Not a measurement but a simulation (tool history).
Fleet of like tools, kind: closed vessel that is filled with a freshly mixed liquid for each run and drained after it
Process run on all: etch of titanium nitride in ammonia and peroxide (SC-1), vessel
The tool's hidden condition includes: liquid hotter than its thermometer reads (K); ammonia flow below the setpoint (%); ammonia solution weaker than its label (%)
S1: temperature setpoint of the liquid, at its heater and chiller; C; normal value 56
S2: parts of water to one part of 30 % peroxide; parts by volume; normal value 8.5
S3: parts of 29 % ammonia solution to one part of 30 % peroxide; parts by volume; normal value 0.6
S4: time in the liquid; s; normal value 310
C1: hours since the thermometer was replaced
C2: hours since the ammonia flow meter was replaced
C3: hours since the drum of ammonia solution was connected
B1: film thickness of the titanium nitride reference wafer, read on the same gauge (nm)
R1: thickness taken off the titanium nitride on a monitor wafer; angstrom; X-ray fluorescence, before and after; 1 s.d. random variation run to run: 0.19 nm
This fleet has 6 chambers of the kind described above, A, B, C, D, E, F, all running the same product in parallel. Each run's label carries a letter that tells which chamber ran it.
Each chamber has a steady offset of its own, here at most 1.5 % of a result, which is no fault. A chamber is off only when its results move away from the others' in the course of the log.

-- hour=2.6 chamber A: new drum of ammonia solution connected
run 1F hour=12.5 | S1=56 S2=8.5 S3=0.6 S4=310 | C1=457.3 C2=213.2 C3=854.7 | B1=90.006 | R1=350.28
run 2E hour=19.2 | S1=56 S2=8.5 S3=0.6 S4=310 | C1=429 C2=679.7 C3=429.8 | B1=90.015 | R1=350.14
run 3B hour=33.5 | S1=56 S2=8.5 S3=0.6 S4=310 | C1=653.7 C2=60.4 C3=960 | B1=89.973 | R1=353.86
run 4C hour=46.3 | S1=56 S2=8.5 S3=0.6 S4=310 | C1=884.9 C2=1025.9 C3=59.8 | B1=89.989 | R1=351.47
run 5D hour=54.3 | S1=56 S2=8.5 S3=0.6 S4=310 | C1=566.7 C2=1855.3 C3=328.8 | B1=89.99 | R1=342.67
run 6A hour=63.4 | S1=56 S2=8.5 S3=0.6 S4=310 | C1=395.6 C2=1710.8 C3=60.8 | B1=89.986 | R1=351.48
-- hour=64.2 chamber B: new drum of ammonia solution connected
-- hour=69.3 chamber E: ammonia flow meter replaced
run 7C hour=72.1 | S1=56 S2=8.5 S3=0.6 S4=310 | C1=910.7 C2=1051.7 C3=85.6 | B1=89.992 | R1=348.19
run 8A hour=80.2 | S1=56 S2=8.5 S3=0.45 S4=310 | C1=412.4 C2=1727.6 C3=77.6 | B1=90.008 | R1=333.64
run 9B hour=93.9 | S1=56 S2=8.5 S3=0.45 S4=310 | C1=714.1 C2=120.8 C3=29.8 | B1=90.004 | R1=337.64
run 10E hour=103 | S1=56 S2=8.5 S3=0.45 S4=310 | C1=512.8 C2=33.7 C3=513.6 | B1=89.978 | R1=331.66
run 11F hour=113.7 | S1=56 S2=8.5 S3=0.45 S4=310 | C1=558.5 C2=314.4 C3=955.9 | B1=90 | R1=332.81
run 12D hour=125.9 | S1=56 S2=8.5 S3=0.45 S4=310 | C1=638.3 C2=1926.9 C3=400.4 | B1=89.99 | R1=326.88
run 13B hour=140.5 | S1=56 S2=8.5 S3=0.45 S4=310 | C1=760.7 C2=167.4 C3=76.4 | B1=90.038 | R1=334.16
run 14F hour=155.7 | S1=56 S2=8.5 S3=0.6 S4=310 | C1=600.5 C2=356.4 C3=997.9 | B1=90.001 | R1=352.77
-- hour=161.1 chamber D: ammonia flow meter replaced
-- hour=166.8 chamber F: new drum of ammonia solution connected
run 15D hour=170.4 | S1=56 S2=8.5 S3=0.6 S4=310 | C1=682.8 C2=9.3 C3=444.9 | B1=90.016 | R1=346.14
run 16A hour=180.4 | S1=56 S2=8.5 S3=0.6 S4=310 | C1=512.6 C2=1827.8 C3=177.8 | B1=89.996 | R1=349.73
run 17E hour=190.2 | S1=56 S2=8.5 S3=0.6 S4=310 | C1=600 C2=120.9 C3=600.8 | B1=89.981 | R1=350.04
run 18C hour=205 | S1=56 S2=8.5 S3=0.6 S4=310 | C1=1043.6 C2=1184.6 C3=218.5 | B1=90.019 | R1=347.99
run 19E hour=211.7 | S1=56 S2=8.5 S3=0.6 S4=310 | C1=621.5 C2=142.4 C3=622.3 | B1=90.028 | R1=348.59
-- hour=221.8 chamber A: new drum of ammonia solution connected
run 20C hour=222.6 | S1=56 S2=8.5 S3=0.6 S4=310 | C1=1061.2 C2=1202.2 C3=236.1 | B1=90 | R1=350.88
run 21A hour=233.3 | S1=56 S2=8.5 S3=0.6 S4=310 | C1=565.5 C2=1880.7 C3=11.6 | B1=89.983 | R1=348.85
run 22B hour=247.3 | S1=56 S2=8.5 S3=0.4 S4=310 | C1=867.5 C2=274.2 C3=183.2 | B1=90 | R1=336.64
-- hour=255.1 chamber A: thermometer replaced
run 23F hour=259.8 | S1=56 S2=8.5 S3=0.4 S4=310 | C1=704.6 C2=460.5 C3=93.1 | B1=90.01 | R1=326.7
run 24D hour=271.9 | S1=56 S2=8.5 S3=0.4 S4=310 | C1=784.3 C2=110.8 C3=546.4 | B1=89.995 | R1=321.58
run 25F hour=279.4 | S1=56 S2=8.5 S3=0.4 S4=310 | C1=724.2 C2=480.1 C3=112.7 | B1=90.01 | R1=327.2
run 26A hour=288.1 | S1=56 S2=8.5 S3=0.4 S4=310 | C1=33 C2=1935.5 C3=66.4 | B1=90.006 | R1=328.07
run 27E hour=296.7 | S1=56 S2=8.5 S3=0.4 S4=310 | C1=706.5 C2=227.4 C3=707.3 | B1=90.024 | R1=324.85
-- hour=311.4 chamber D: thermometer replaced
run 28C hour=311.9 | S1=56 S2=8.5 S3=0.6 S4=310 | C1=1150.5 C2=1291.5 C3=325.4 | B1=90.024 | R1=352.97
run 29B hour=325.2 | S1=56 S2=8.5 S3=0.6 S4=310 | C1=945.4 C2=352.1 C3=261.1 | B1=90.024 | R1=364.45
run 30D hour=333.8 | S1=56 S2=8.5 S3=0.6 S4=310 | C1=22.4 C2=172.7 C3=608.3 | B1=90.014 | R1=348.14
run 31A hour=345.8 | S1=56 S2=8.5 S3=0.6 S4=310 | C1=90.7 C2=1993.2 C3=124.1 | B1=90.004 | R1=347.61
run 32F hour=356.8 | S1=56 S2=8.5 S3=0.6 S4=310 | C1=801.6 C2=557.5 C3=190.1 | B1=90.013 | R1=348.49
run 33E hour=370.8 | S1=56 S2=8.5 S3=0.6 S4=310 | C1=780.6 C2=301.5 C3=781.4 | B1=90.007 | R1=347.1
run 34B hour=383.3 | S1=56 S2=8.5 S3=0.6 S4=310 | C1=1003.5 C2=410.2 C3=319.2 | B1=89.979 | R1=366.59
-- hour=395.9 chamber D: new drum of ammonia solution connected
run 35C hour=396.6 | S1=56 S2=8.5 S3=0.6 S4=310 | C1=1235.2 C2=1376.2 C3=410.1 | B1=89.972 | R1=349.65
run 36D hour=410.1 | S1=56 S2=8.5 S3=0.6 S4=310 | C1=98.7 C2=249 C3=14.2 | B1=89.988 | R1=348.37
run 37F hour=417.9 | S1=56 S2=8.5 S3=0.6 S4=310 | C1=862.7 C2=618.6 C3=251.2 | B1=90.005 | R1=346.09
run 38E hour=424.7 | S1=56 S2=8.5 S3=0.6 S4=310 | C1=834.5 C2=355.4 C3=835.3 | B1=90.018 | R1=348.56
run 39A hour=434.8 | S1=56 S2=8.5 S3=0.6 S4=310 | C1=179.7 C2=2082.2 C3=213.1 | B1=89.999 | R1=354.11
run 40D hour=448.5 | S1=56 S2=8.5 S3=0.6 S4=310 | C1=137.1 C2=287.4 C3=52.6 | B1=90.005 | R1=345.52
run 41B hour=462.5 | S1=56 S2=8.5 S3=0.6 S4=310 | C1=1082.7 C2=489.4 C3=398.4 | B1=89.982 | R1=375

What goes on in this fleet: one chamber off, a drifting gauge, or nothing beyond the chambers' own small offsets? Name the chamber and the cause, if any.

Chamber B drifts away from the others.
What lies behind it: liquid hotter than its thermometer reads (K) = 0.872.

Here are 4 candidates for chamber B's next run, each the usual settings with a change, their results left as question marks. Which one brings its results back in line with what the others give on the usual settings?
To be in line, a result may differ from the other chambers' mean on the usual settings by at most: R1 6.8 angstrom
run 42B-1 hour=473.6 | S1=55 S2=8.5 S3=0.6 S4=310 | R1=?
run 42B-2 hour=473.6 | S1=56 S2=9 S3=0.6 S4=280 | R1=?
run 42B-3 hour=473.6 | S1=56.5 S2=8.5 S3=0.6 S4=320 | R1=?
run 42B-4 hour=473.6 | S1=57 S2=8.5 S3=0.6 S4=330 | R1=?

Average result of the remaining chambers running the usual settings: R1 349.12 angstrom
run=42B-1 R1=350.69
run=42B-2 R1=328.75
run=42B-3 R1=399.95
run=42B-4 R1=426.11
The right change is 42B-1: it brings the chamber back within the allowed miss of the others.

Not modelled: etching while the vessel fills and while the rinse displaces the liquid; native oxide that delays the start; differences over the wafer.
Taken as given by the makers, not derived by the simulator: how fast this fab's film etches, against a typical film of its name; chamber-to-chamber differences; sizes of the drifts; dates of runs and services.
